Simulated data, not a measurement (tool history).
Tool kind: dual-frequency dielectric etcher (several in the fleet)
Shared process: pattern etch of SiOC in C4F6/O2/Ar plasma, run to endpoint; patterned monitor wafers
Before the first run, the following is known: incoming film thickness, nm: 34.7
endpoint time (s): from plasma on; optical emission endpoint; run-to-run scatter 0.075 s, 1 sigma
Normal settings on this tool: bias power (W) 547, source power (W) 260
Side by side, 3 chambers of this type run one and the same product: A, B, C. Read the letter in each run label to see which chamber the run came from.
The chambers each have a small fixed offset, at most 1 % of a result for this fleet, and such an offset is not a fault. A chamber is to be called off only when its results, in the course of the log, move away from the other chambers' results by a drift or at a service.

run,day,bias power (W),source power (W),endpoint time (s)
1A,0.321,547,260,13.383
2B,0.629,547,260,13.275
3C,0.954,547,260,13.138
4B,1.571,547,260,13.263
# day 1.975: chamber C: wet clean of the chamber
5C,2.025,612,260,12.615
6A,2.55,612,260,12.758
7A,3.196,612,260,12.77
8B,3.771,547,260,13.474
9C,4.379,659,260,12.234
10C,4.762,659,260,12.168
11A,5.425,659,260,12.424
12B,6.104,547,260,13.458
13B,6.558,547,260,13.326
14A,6.925,547,260,13.378
15C,7.596,547,260,13.017
16C,7.912,469,260,13.961
17B,8.525,469,260,14.173
18A,9.038,469,260,14.223
19B,9.354,547,220,14.086
20C,9.883,547,220,13.986
21A,10.496,547,220,14.403
22A,10.9,547,260,13.499
23B,11.292,547,260,13.285
24C,11.608,547,260,13.018
25C,12.033,547,260,13.09
26B,12.438,547,260,13.237
27A,12.758,547,260,13.645
28C,13.146,547,260,13.139
29B,13.721,547,260,13.369
# day 13.779: chamber B: wet clean of the chamber
30A,14.138,547,260,13.562
31A,14.479,547,260,13.676
32B,15.083,547,260,13.229
33C,15.733,547,260,13.223
34A,16.125,547,260,13.761
35B,16.429,547,260,13.247
36C,16.833,547,260,13.144
37C,17.388,547,260,13.091

What goes on in this fleet: one chamber off, a drifting gauge, or nothing beyond the chambers' own small offsets? Name the chamber and the cause, if any.

It is chamber A that slowly wanders off from its peers.
What lies behind it: etch rate under this chamber's usual, % = 3.23.

Below are 4 candidate recipes for chamber A's next run, each the usual settings with a change, their results shown as question marks. Which of them brings A's results back in line with what the other chambers give on the usual settings?
A result is in line if it is within this distance of the other chambers' mean on the usual settings: endpoint time (s) 0.26
38A-1,17.875,511,250,?
38A-2,17.875,547,270,?
38A-3,17.875,547,290,?
38A-4,17.875,547,250,?

Other chambers, usual settings, mean: endpoint time (s) 13.172
run,endpoint time (s)
38A-1,14.352
38A-2,13.592
38A-3,13.237
38A-4,13.984
38A-3 puts the chamber back in line with the other chambers.
